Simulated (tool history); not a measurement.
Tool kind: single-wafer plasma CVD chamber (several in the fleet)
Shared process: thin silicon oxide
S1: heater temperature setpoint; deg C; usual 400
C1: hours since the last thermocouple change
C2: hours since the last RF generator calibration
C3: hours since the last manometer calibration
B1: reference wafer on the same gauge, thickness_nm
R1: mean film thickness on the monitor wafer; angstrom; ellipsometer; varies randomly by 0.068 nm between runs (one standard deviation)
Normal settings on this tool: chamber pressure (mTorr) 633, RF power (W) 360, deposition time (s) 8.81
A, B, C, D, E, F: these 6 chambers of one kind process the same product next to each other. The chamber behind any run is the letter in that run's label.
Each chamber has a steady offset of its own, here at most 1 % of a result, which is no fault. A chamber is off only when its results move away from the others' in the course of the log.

{"run": "1B", "day": 0.083, "S1": 400, "chamber pressure (mTorr)": 633, "RF power (W)": 360, "deposition time (s)": 8.81, "C1": 839.6, "C2": 1427.6, "C3": 183.0, "B1": 11.805, "R1": 136.61}
{"run": "2C", "day": 0.179, "S1": 400, "chamber pressure (mTorr)": 633, "RF power (W)": 360, "deposition time (s)": 8.81, "C1": 829.5, "C2": 1423.5, "C3": 1042.6, "B1": 11.793, "R1": 137.38}
{"run": "3A", "day": 0.342, "S1": 400, "chamber pressure (mTorr)": 633, "RF power (W)": 360, "deposition time (s)": 8.81, "C1": 238.5, "C2": 290.6, "C3": 513.0, "B1": 11.793, "R1": 137.52}
{"run": "4E", "day": 0.508, "S1": 400, "chamber pressure (mTorr)": 633, "RF power (W)": 360, "deposition time (s)": 8.81, "C1": 1579.3, "C2": 1289.3, "C3": 1738.0, "B1": 11.787, "R1": 138.55}
{"run": "5F", "day": 0.675, "S1": 400, "chamber pressure (mTorr)": 633, "RF power (W)": 360, "deposition time (s)": 8.81, "C1": 558.8, "C2": 504.2, "C3": 835.0, "B1": 11.801, "R1": 135.99}
{"run": "6D", "day": 0.792, "S1": 390, "chamber pressure (mTorr)": 750, "RF power (W)": 360, "deposition time (s)": 8.81, "C1": 685.2, "C2": 1108.3, "C3": 410.1, "B1": 11.795, "R1": 164.57}
{"run": "7D", "day": 0.942, "S1": 390, "chamber pressure (mTorr)": 750, "RF power (W)": 360, "deposition time (s)": 8.81, "C1": 688.8, "C2": 1111.9, "C3": 413.7, "B1": 11.808, "R1": 165.24}
{"run": "8F", "day": 1.054, "S1": 390, "chamber pressure (mTorr)": 750, "RF power (W)": 360, "deposition time (s)": 8.81, "C1": 567.9, "C2": 513.3, "C3": 844.1, "B1": 11.803, "R1": 163.34}
{"run": "9E", "day": 1.158, "S1": 390, "chamber pressure (mTorr)": 750, "RF power (W)": 360, "deposition time (s)": 8.81, "C1": 1594.9, "C2": 1304.9, "C3": 1753.6, "B1": 11.81, "R1": 166.56}
{"run": "10C", "day": 1.3, "S1": 390, "chamber pressure (mTorr)": 750, "RF power (W)": 360, "deposition time (s)": 8.81, "C1": 856.4, "C2": 1450.4, "C3": 1069.5, "B1": 11.806, "R1": 165.91}
{"run": "11B", "day": 1.404, "S1": 390, "chamber pressure (mTorr)": 750, "RF power (W)": 360, "deposition time (s)": 8.81, "C1": 871.3, "C2": 1459.3, "C3": 214.7, "B1": 11.812, "R1": 165.22}
{"run": "12A", "day": 1.554, "S1": 400, "chamber pressure (mTorr)": 633, "RF power (W)": 360, "deposition time (s)": 8.81, "C1": 267.6, "C2": 319.7, "C3": 542.1, "B1": 11.796, "R1": 136.89}
{"run": "13F", "day": 1.671, "S1": 400, "chamber pressure (mTorr)": 633, "RF power (W)": 360, "deposition time (s)": 8.81, "C1": 582.7, "C2": 528.1, "C3": 858.9, "B1": 11.807, "R1": 136.27}
{"run": "14C", "day": 1.8, "S1": 400, "chamber pressure (mTorr)": 633, "RF power (W)": 360, "deposition time (s)": 8.81, "C1": 868.4, "C2": 1462.4, "C3": 1081.5, "B1": 11.8, "R1": 137.16}
{"run": "15A", "day": 1.962, "S1": 400, "chamber pressure (mTorr)": 633, "RF power (W)": 360, "deposition time (s)": 8.81, "C1": 277.4, "C2": 329.5, "C3": 551.9, "B1": 11.809, "R1": 137.7}
{"run": "16D", "day": 2.142, "S1": 400, "chamber pressure (mTorr)": 515, "RF power (W)": 360, "deposition time (s)": 8.81, "C1": 717.6, "C2": 1140.7, "C3": 442.5, "B1": 11.8, "R1": 108.41}
{"run": "17E", "day": 2.246, "S1": 400, "chamber pressure (mTorr)": 515, "RF power (W)": 360, "deposition time (s)": 8.81, "C1": 1621.0, "C2": 1331.0, "C3": 1779.7, "B1": 11.811, "R1": 109.72}
{"run": "18B", "day": 2.329, "S1": 400, "chamber pressure (mTorr)": 515, "RF power (W)": 360, "deposition time (s)": 8.81, "C1": 893.5, "C2": 1481.5, "C3": 236.9, "B1": 11.791, "R1": 109.06}
{"run": "19B", "day": 2.483, "S1": 400, "chamber pressure (mTorr)": 515, "RF power (W)": 360, "deposition time (s)": 8.81, "C1": 897.2, "C2": 1485.2, "C3": 240.6, "B1": 11.809, "R1": 109.36}
{"run": "20A", "day": 2.621, "S1": 400, "chamber pressure (mTorr)": 515, "RF power (W)": 360, "deposition time (s)": 8.81, "C1": 293.2, "C2": 345.3, "C3": 567.7, "B1": 11.789, "R1": 108.78}
{"run": "21F", "day": 2.75, "S1": 400, "chamber pressure (mTorr)": 515, "RF power (W)": 360, "deposition time (s)": 8.81, "C1": 608.6, "C2": 554.0, "C3": 884.8, "B1": 11.796, "R1": 108.14}
{"run": "22C", "day": 2.842, "S1": 400, "chamber pressure (mTorr)": 633, "RF power (W)": 360, "deposition time (s)": 8.81, "C1": 893.4, "C2": 1487.4, "C3": 1106.5, "B1": 11.8, "R1": 136.44}
{"run": "23D", "day": 2.996, "S1": 400, "chamber pressure (mTorr)": 633, "RF power (W)": 360, "deposition time (s)": 9.44, "C1": 738.1, "C2": 1161.2, "C3": 463.0, "B1": 11.789, "R1": 147.28}
{"run": "24E", "day": 3.112, "S1": 400, "chamber pressure (mTorr)": 633, "RF power (W)": 360, "deposition time (s)": 9.44, "C1": 1641.8, "C2": 1351.8, "C3": 1800.5, "B1": 11.792, "R1": 148.27}
{"run": "25F", "day": 3.221, "S1": 400, "chamber pressure (mTorr)": 633, "RF power (W)": 360, "deposition time (s)": 9.44, "C1": 619.9, "C2": 565.3, "C3": 896.1, "B1": 11.796, "R1": 144.53}
{"run": "26B", "day": 3.342, "S1": 400, "chamber pressure (mTorr)": 633, "RF power (W)": 360, "deposition time (s)": 9.44, "C1": 917.8, "C2": 1505.8, "C3": 261.2, "B1": 11.792, "R1": 146.01}
{"run": "27E", "day": 3.438, "S1": 400, "chamber pressure (mTorr)": 633, "RF power (W)": 360, "deposition time (s)": 9.44, "C1": 1649.6, "C2": 1359.6, "C3": 1808.3, "B1": 11.81, "R1": 148.47}
{"run": "28A", "day": 3.588, "S1": 400, "chamber pressure (mTorr)": 633, "RF power (W)": 360, "deposition time (s)": 9.44, "C1": 316.4, "C2": 368.5, "C3": 590.9, "B1": 11.796, "R1": 146.71}
{"run": "29C", "day": 3.725, "S1": 400, "chamber pressure (mTorr)": 633, "RF power (W)": 360, "deposition time (s)": 8.81, "C1": 914.6, "C2": 1508.6, "C3": 1127.7, "B1": 11.801, "R1": 136.8}
{"run": "30D", "day": 3.9, "S1": 400, "chamber pressure (mTorr)": 633, "RF power (W)": 360, "deposition time (s)": 8.81, "C1": 759.8, "C2": 1182.9, "C3": 484.7, "B1": 11.795, "R1": 136.41}
{"run": "31F", "day": 4.071, "S1": 400, "chamber pressure (mTorr)": 633, "RF power (W)": 360, "deposition time (s)": 8.81, "C1": 640.3, "C2": 585.7, "C3": 916.5, "B1": 11.807, "R1": 134.91}
{"run": "32D", "day": 4.225, "S1": 400, "chamber pressure (mTorr)": 633, "RF power (W)": 360, "deposition time (s)": 8.81, "C1": 767.6, "C2": 1190.7, "C3": 492.5, "B1": 11.801, "R1": 137.34}
{"run": "33A", "day": 4.342, "S1": 400, "chamber pressure (mTorr)": 633, "RF power (W)": 360, "deposition time (s)": 8.81, "C1": 334.5, "C2": 386.6, "C3": 609.0, "B1": 11.802, "R1": 137.07}
{"run": "34C", "day": 4.433, "S1": 400, "chamber pressure (mTorr)": 633, "RF power (W)": 360, "deposition time (s)": 8.81, "C1": 931.6, "C2": 1525.6, "C3": 1144.7, "B1": 11.796, "R1": 135.11}
{"run": "35E", "day": 4.521, "S1": 400, "chamber pressure (mTorr)": 633, "RF power (W)": 360, "deposition time (s)": 8.81, "C1": 1675.6, "C2": 1385.6, "C3": 1834.3, "B1": 11.788, "R1": 138.11}
{"run": "36B", "day": 4.642, "S1": 400, "chamber pressure (mTorr)": 714, "RF power (W)": 390, "deposition time (s)": 8.81, "C1": 949.0, "C2": 1537.0, "C3": 292.4, "B1": 11.804, "R1": 160.74}
{"run": "37D", "day": 4.779, "S1": 400, "chamber pressure (mTorr)": 714, "RF power (W)": 390, "deposition time (s)": 8.81, "C1": 780.9, "C2": 1204.0, "C3": 505.8, "B1": 11.784, "R1": 159.81}
{"run": "38E", "day": 4.904, "S1": 400, "chamber pressure (mTorr)": 714, "RF power (W)": 390, "deposition time (s)": 8.81, "C1": 1684.8, "C2": 1394.8, "C3": 1843.5, "B1": 11.797, "R1": 160.56}
{"run": "39A", "day": 5.0, "S1": 400, "chamber pressure (mTorr)": 714, "RF power (W)": 390, "deposition time (s)": 8.81, "C1": 350.3, "C2": 402.4, "C3": 624.8, "B1": 11.791, "R1": 159.56}
{"run": "40B", "day": 5.133, "S1": 400, "chamber pressure (mTorr)": 714, "RF power (W)": 390, "deposition time (s)": 8.81, "C1": 960.8, "C2": 1548.8, "C3": 304.2, "B1": 11.804, "R1": 160.66}
{"run": "41F", "day": 5.254, "S1": 400, "chamber pressure (mTorr)": 714, "RF power (W)": 390, "deposition time (s)": 8.81, "C1": 668.7, "C2": 614.1, "C3": 944.9, "B1": 11.798, "R1": 160.01}
{"run": "42C", "day": 5.396, "S1": 400, "chamber pressure (mTorr)": 633, "RF power (W)": 360, "deposition time (s)": 8.81, "C1": 954.7, "C2": 1548.7, "C3": 1167.8, "B1": 11.814, "R1": 136.03}

Predict what each chamber gives when all 6 of them run the settings below next.
{"run": "43A", "day": 5.529, "S1": 400, "chamber pressure (mTorr)": 633, "RF power (W)": 360, "deposition time (s)": 8.81, "R1": "?"}
{"run": "43B", "day": 5.529, "S1": 400, "chamber pressure (mTorr)": 633, "RF power (W)": 360, "deposition time (s)": 8.81, "R1": "?"}
{"run": "43C", "day": 5.529, "S1": 400, "chamber pressure (mTorr)": 633, "RF power (W)": 360, "deposition time (s)": 8.81, "R1": "?"}
{"run": "43D", "day": 5.529, "S1": 400, "chamber pressure (mTorr)": 633, "RF power (W)": 360, "deposition time (s)": 8.81, "R1": "?"}
{"run": "43E", "day": 5.529, "S1": 400, "chamber pressure (mTorr)": 633, "RF power (W)": 360, "deposition time (s)": 8.81, "R1": "?"}
{"run": "43F", "day": 5.529, "S1": 400, "chamber pressure (mTorr)": 633, "RF power (W)": 360, "deposition time (s)": 8.81, "R1": "?"}

run=43A R1=136.16
run=43B R1=136.44
run=43C R1=135.96
run=43D R1=136.67
run=43E R1=138.06
run=43F R1=136.03
